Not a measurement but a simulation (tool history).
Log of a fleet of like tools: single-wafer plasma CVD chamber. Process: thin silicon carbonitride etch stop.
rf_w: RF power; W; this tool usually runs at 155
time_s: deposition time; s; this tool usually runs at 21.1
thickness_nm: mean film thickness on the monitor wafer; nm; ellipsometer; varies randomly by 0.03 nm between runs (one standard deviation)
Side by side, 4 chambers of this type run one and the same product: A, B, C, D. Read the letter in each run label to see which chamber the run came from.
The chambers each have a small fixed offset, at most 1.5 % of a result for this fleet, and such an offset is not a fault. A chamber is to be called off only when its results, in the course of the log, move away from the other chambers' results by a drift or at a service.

run	hour	rf_w	time_s	read-back reference wafer on the same gauge, thickness_nm	thickness_nm
1A	9.6	155	21.1	10.193	11.196
2B	22.7	155	21.1	10.2	10.974
3C	30.9	155	21.1	10.205	11.218
4D	42.6	155	21.1	10.202	11.191
5C	50.3	155	21.1	10.2	11.307
6B	59.2	155	21.1	10.195	11.015
7A	66.4	155	21.1	10.202	11.186
8D	73.7	155	21.1	10.198	11.204
9B	82.2	155	21.1	10.199	10.999
10A	92.5	155	17.2	10.196	9.1138
11C	102.9	155	17.2	10.196	9.1758
12D	109.5	155	17.2	10.2	9.1036
13B	120.7	155	17.2	10.2	8.9913
14A	130.4	155	21.1	10.202	11.206
15C	142.4	155	21.1	10.195	11.239
16D	155.4	155	21.1	10.199	11.177
17D	165.8	155	21.1	10.198	11.217
18A	173.4	155	21.1	10.199	11.219
19B	180.3	155	21.1	10.2	11.007
20C	186.8	155	21.1	10.2	11.23
21C	193.4	155	21.1	10.197	11.232
22A	204.2	155	21.1	10.192	11.229
23B	216.8	155	21.1	10.198	10.973
24D	230.1	155	21.1	10.2	11.154
25D	242.9	155	21.1	10.193	11.164
26A	253.1	155	21.1	10.207	11.192
27C	264	155	21.1	10.205	11.247
28B	274.6	155	21.1	10.202	11.016
29D	283.8	155	21.1	10.197	11.213
30C	292.8	155	21.1	10.198	11.303

What goes on in this fleet: one chamber off, a drifting gauge, or nothing beyond the chambers' own small offsets? Name the chamber and the cause, if any.

No chamber is off and the gauge is stable; the differences are just each chamber's small, constant offset.

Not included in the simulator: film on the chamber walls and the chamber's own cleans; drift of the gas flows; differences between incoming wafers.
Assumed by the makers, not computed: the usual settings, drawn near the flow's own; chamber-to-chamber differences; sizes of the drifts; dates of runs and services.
